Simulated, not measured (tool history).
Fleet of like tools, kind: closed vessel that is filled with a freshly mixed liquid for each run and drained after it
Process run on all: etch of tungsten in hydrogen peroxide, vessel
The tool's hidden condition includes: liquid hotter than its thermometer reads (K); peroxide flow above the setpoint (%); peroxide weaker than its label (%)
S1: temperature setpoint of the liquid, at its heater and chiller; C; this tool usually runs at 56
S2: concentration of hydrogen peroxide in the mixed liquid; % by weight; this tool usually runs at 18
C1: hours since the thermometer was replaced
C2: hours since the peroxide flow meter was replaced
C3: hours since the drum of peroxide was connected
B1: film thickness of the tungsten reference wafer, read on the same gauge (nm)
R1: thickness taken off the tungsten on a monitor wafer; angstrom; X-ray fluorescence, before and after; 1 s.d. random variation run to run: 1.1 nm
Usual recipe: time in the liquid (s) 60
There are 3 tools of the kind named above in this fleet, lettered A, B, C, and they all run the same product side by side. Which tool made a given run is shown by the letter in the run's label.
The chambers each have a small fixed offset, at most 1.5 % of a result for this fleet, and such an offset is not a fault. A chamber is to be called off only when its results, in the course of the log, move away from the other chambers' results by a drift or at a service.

run 1B hour=4.7 | S1=56 S2=18 time_in_the_liquid_(s)=60 | C1=530.7 C2=638.3 C3=203.9 | B1=130.02 | R1=2257.1
run 2A hour=11.3 | S1=56 S2=18 time_in_the_liquid_(s)=60 | C1=650.5 C2=1851.5 C3=392.7 | B1=129.97 | R1=2301.6
run 3C hour=19.2 | S1=56 S2=18 time_in_the_liquid_(s)=60 | C1=67.5 C2=1258.3 C3=557.5 | B1=130.02 | R1=2256.7
run 4C hour=28 | S1=56 S2=18 time_in_the_liquid_(s)=60 | C1=76.3 C2=1267.1 C3=566.3 | B1=130.04 | R1=2293.8
run 5B hour=33.7 | S1=56 S2=18 time_in_the_liquid_(s)=60 | C1=559.7 C2=667.3 C3=232.9 | B1=129.96 | R1=2263.7
run 6A hour=39.7 | S1=56 S2=18 time_in_the_liquid_(s)=60 | C1=678.9 C2=1879.9 C3=421.1 | B1=130.03 | R1=2284.2
run 7B hour=44.3 | S1=56 S2=18 time_in_the_liquid_(s)=70 | C1=570.3 C2=677.9 C3=243.5 | B1=130 | R1=2641.8
run 8C hour=48.6 | S1=56 S2=18 time_in_the_liquid_(s)=70 | C1=96.9 C2=1287.7 C3=586.9 | B1=129.99 | R1=2646.4
run 9A hour=57.2 | S1=56 S2=18 time_in_the_liquid_(s)=70 | C1=696.4 C2=1897.4 C3=438.6 | B1=130.01 | R1=2642.4
run 10C hour=64.1 | S1=56 S2=18 time_in_the_liquid_(s)=60 | C1=112.4 C2=1303.2 C3=602.4 | B1=130.02 | R1=2262.5
run 11B hour=71.2 | S1=56 S2=18 time_in_the_liquid_(s)=60 | C1=597.2 C2=704.8 C3=270.4 | B1=130.02 | R1=2257.7
run 12A hour=79.8 | S1=56 S2=22 time_in_the_liquid_(s)=45 | C1=719 C2=1920 C3=461.2 | B1=130 | R1=1901.9
run 13A hour=86 | S1=56 S2=22 time_in_the_liquid_(s)=45 | C1=725.2 C2=1926.2 C3=467.4 | B1=130.01 | R1=1907.9
-- hour=91.7 chamber A: new drum of peroxide connected
run 14C hour=92.4 | S1=56 S2=22 time_in_the_liquid_(s)=45 | C1=140.7 C2=1331.5 C3=630.7 | B1=130.02 | R1=1895.9
run 15B hour=101.9 | S1=56 S2=18 time_in_the_liquid_(s)=60 | C1=627.9 C2=735.5 C3=301.1 | B1=130.01 | R1=2260.4
run 16C hour=110.4 | S1=56 S2=18 time_in_the_liquid_(s)=60 | C1=158.7 C2=1349.5 C3=648.7 | B1=130 | R1=2266.1
run 17A hour=118.1 | S1=56 S2=18 time_in_the_liquid_(s)=60 | C1=757.3 C2=1958.3 C3=26.4 | B1=130.01 | R1=2302.4
run 18B hour=123.1 | S1=56 S2=18 time_in_the_liquid_(s)=60 | C1=649.1 C2=756.7 C3=322.3 | B1=130.01 | R1=2249.5
run 19C hour=128.9 | S1=56 S2=18 time_in_the_liquid_(s)=60 | C1=177.2 C2=1368 C3=667.2 | B1=129.97 | R1=2257.9
run 20B hour=133.4 | S1=61.5 S2=18 time_in_the_liquid_(s)=60 | C1=659.4 C2=767 C3=332.6 | B1=130 | R1=3140.4
run 21A hour=138.1 | S1=61.5 S2=18 time_in_the_liquid_(s)=60 | C1=777.3 C2=1978.3 C3=46.4 | B1=129.99 | R1=3185.3
run 22C hour=147.2 | S1=61.5 S2=18 time_in_the_liquid_(s)=60 | C1=195.5 C2=1386.3 C3=685.5 | B1=129.96 | R1=3111.9
run 23B hour=153.4 | S1=56 S2=18 time_in_the_liquid_(s)=60 | C1=679.4 C2=787 C3=352.6 | B1=130.02 | R1=2261.5
run 24A hour=157.7 | S1=56 S2=18 time_in_the_liquid_(s)=60 | C1=796.9 C2=1997.9 C3=66 | B1=130.05 | R1=2283.5
run 25C hour=163.1 | S1=56 S2=18 time_in_the_liquid_(s)=60 | C1=211.4 C2=1402.2 C3=701.4 | B1=130 | R1=2264.2
run 26A hour=169.7 | S1=56 S2=18 time_in_the_liquid_(s)=60 | C1=808.9 C2=2009.9 C3=78 | B1=129.99 | R1=2287.8
run 27B hour=178.7 | S1=56 S2=18 time_in_the_liquid_(s)=60 | C1=704.7 C2=812.3 C3=377.9 | B1=130.02 | R1=2234.5
run 28B hour=187.8 | S1=56 S2=18 time_in_the_liquid_(s)=60 | C1=713.8 C2=821.4 C3=387 | B1=130 | R1=2260.9
run 29C hour=194.5 | S1=56 S2=18 time_in_the_liquid_(s)=60 | C1=242.8 C2=1433.6 C3=732.8 | B1=129.98 | R1=2281.5
run 30A hour=203.9 | S1=56 S2=18 time_in_the_liquid_(s)=60 | C1=843.1 C2=2044.1 C3=112.2 | B1=130.01 | R1=2292.8
run 31B hour=213 | S1=56 S2=18 time_in_the_liquid_(s)=60 | C1=739 C2=846.6 C3=412.2 | B1=129.96 | R1=2264.7
run 32A hour=220.1 | S1=56 S2=18 time_in_the_liquid_(s)=60 | C1=859.3 C2=2060.3 C3=128.4 | B1=130.02 | R1=2300.9
run 33C hour=228.4 | S1=56 S2=18 time_in_the_liquid_(s)=60 | C1=276.7 C2=1467.5 C3=766.7 | B1=130.05 | R1=2260.3

One chamber off, gauge drift, or nothing amiss beyond the chambers' own small offsets? If it is a chamber, which one, and what is the likeliest cause?

Neither any chamber nor the gauge drifts; the chambers differ only by their own small, steady offsets.

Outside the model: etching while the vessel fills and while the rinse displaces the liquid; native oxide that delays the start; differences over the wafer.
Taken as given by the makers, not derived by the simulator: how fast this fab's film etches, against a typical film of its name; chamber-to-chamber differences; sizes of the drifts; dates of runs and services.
